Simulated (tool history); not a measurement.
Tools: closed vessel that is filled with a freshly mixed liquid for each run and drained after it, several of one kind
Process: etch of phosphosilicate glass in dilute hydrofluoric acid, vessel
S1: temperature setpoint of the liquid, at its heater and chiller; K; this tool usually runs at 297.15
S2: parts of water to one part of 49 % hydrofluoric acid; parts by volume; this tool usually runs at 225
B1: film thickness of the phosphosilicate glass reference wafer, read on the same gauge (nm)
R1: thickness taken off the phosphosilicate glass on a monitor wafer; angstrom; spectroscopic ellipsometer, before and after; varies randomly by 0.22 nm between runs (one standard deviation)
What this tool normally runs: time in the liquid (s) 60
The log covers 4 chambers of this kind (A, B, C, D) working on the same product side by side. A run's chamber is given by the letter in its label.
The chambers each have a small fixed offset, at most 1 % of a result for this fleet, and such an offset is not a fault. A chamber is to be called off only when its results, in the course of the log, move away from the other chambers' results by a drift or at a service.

Run 1D, hour 9.4: usual settings; B1 120.00. Result: R1 271.83 angstrom.
Run 2C, hour 19.8: usual settings; B1 120.01. Result: R1 270.12 angstrom.
Run 3A, hour 30.6: usual settings; B1 120.02. Result: R1 271.16 angstrom.
Run 4B, hour 41.8: usual settings; B1 120.00. Result: R1 269.17 angstrom.
Run 5D, hour 51.8: usual settings; B1 119.99. Result: R1 272.20 angstrom.
Run 6C, hour 63.7: usual settings but S2 280 parts by volume; B1 120.04. Result: R1 204.12 angstrom.
Run 7B, hour 71.9: usual settings but S2 280 parts by volume; B1 119.99. Result: R1 203.34 angstrom.
Run 8A, hour 79.1: usual settings but S2 280 parts by volume; B1 119.97. Result: R1 206.05 angstrom.
Run 9C, hour 85.6: usual settings but S2 280 parts by volume; B1 120.02. Result: R1 204.48 angstrom.
Run 10B, hour 97.3: usual settings; B1 120.02. Result: R1 268.24 angstrom.
Run 11A, hour 104.7: usual settings; B1 120.01. Result: R1 271.67 angstrom.
Run 12D, hour 114.3: usual settings; B1 120.00. Result: R1 272.89 angstrom.
Run 13A, hour 125.6: usual settings; B1 120.01. Result: R1 268.40 angstrom.
Run 14D, hour 134.3: usual settings; B1 120.01. Result: R1 272.59 angstrom.
Run 15B, hour 140.4: usual settings; B1 120.01. Result: R1 265.87 angstrom.
Run 16C, hour 146.6: usual settings; B1 120.00. Result: R1 263.12 angstrom.
Run 17C, hour 152.3: usual settings but S1 301.65 K, S2 260 parts by volume; B1 120.03. Result: R1 256.78 angstrom.
Run 18B, hour 159.3: usual settings but S1 301.65 K, S2 260 parts by volume; B1 120.01. Result: R1 258.94 angstrom.
Run 19A, hour 165.4: usual settings but S1 301.65 K, S2 260 parts by volume; B1 120.02. Result: R1 258.23 angstrom.
Run 20D, hour 176.7: usual settings but S1 301.65 K, S2 260 parts by volume; B1 120.00. Result: R1 259.10 angstrom.
Run 21D, hour 188.7: usual settings; B1 120.00. Result: R1 273.73 angstrom.
Run 22B, hour 194.3: usual settings; B1 120.00. Result: R1 267.02 angstrom.
Run 23C, hour 202.2: usual settings; B1 120.01. Result: R1 258.41 angstrom.
Run 24A, hour 214.5: usual settings; B1 119.99. Result: R1 271.29 angstrom.
Run 25C, hour 223.6: usual settings; B1 119.99. Result: R1 258.55 angstrom.
Run 26D, hour 231.4: usual settings; B1 120.00. Result: R1 274.14 angstrom.
Run 27A, hour 243.4: usual settings; B1 120.01. Result: R1 269.93 angstrom.
Run 28B, hour 254.9: usual settings; B1 120.01. Result: R1 268.18 angstrom.
Run 29D, hour 262.5: usual settings but S1 300.15 K, time in the liquid (s) 40; B1 120.04. Result: R1 200.11 angstrom.
Run 30B, hour 269.5: usual settings but S1 300.15 K, time in the liquid (s) 40; B1 120.03. Result: R1 197.77 angstrom.
Run 31C, hour 278.8: usual settings but S1 300.15 K, time in the liquid (s) 40; B1 120.01. Result: R1 190.21 angstrom.
Run 32A, hour 289.9: usual settings but S1 300.15 K, time in the liquid (s) 40; B1 120.00. Result: R1 200.37 angstrom.
Run 33A, hour 295.7: usual settings; B1 120.03. Result: R1 269.26 angstrom.
Run 34B, hour 304.2: usual settings; B1 120.01. Result: R1 268.44 angstrom.
Run 35D, hour 313.4: usual settings; B1 120.03. Result: R1 272.61 angstrom.
Run 36C, hour 324.5: usual settings; B1 119.99. Result: R1 252.83 angstrom.
Run 37A, hour 333.8: usual settings; B1 119.99. Result: R1 269.84 angstrom.
Run 38D, hour 342.8: usual settings; B1 120.00. Result: R1 270.59 angstrom.
Run 39B, hour 353.8: usual settings; B1 120.01. Result: R1 268.07 angstrom.
Run 40C, hour 360.8: usual settings; B1 120.00. Result: R1 249.31 angstrom.
Run 41A, hour 367.8: usual settings; B1 120.01. Result: R1 267.62 angstrom.
Run 42C, hour 377.9: usual settings; B1 119.99. Result: R1 251.48 angstrom.

For the next run the whole fleet of 4 chambers uses the same settings. Give each chamber's results:
Run 43A, hour 387.3: usual settings but S1 295.65 K. Result: R1 ?.
Run 43B, hour 387.3: usual settings but S1 295.65 K. Result: R1 ?.
Run 43C, hour 387.3: usual settings but S1 295.65 K. Result: R1 ?.
Run 43D, hour 387.3: usual settings but S1 295.65 K. Result: R1 ?.

run      R1
43A  256.01
43B  251.61
43C  237.09
43D  259.49

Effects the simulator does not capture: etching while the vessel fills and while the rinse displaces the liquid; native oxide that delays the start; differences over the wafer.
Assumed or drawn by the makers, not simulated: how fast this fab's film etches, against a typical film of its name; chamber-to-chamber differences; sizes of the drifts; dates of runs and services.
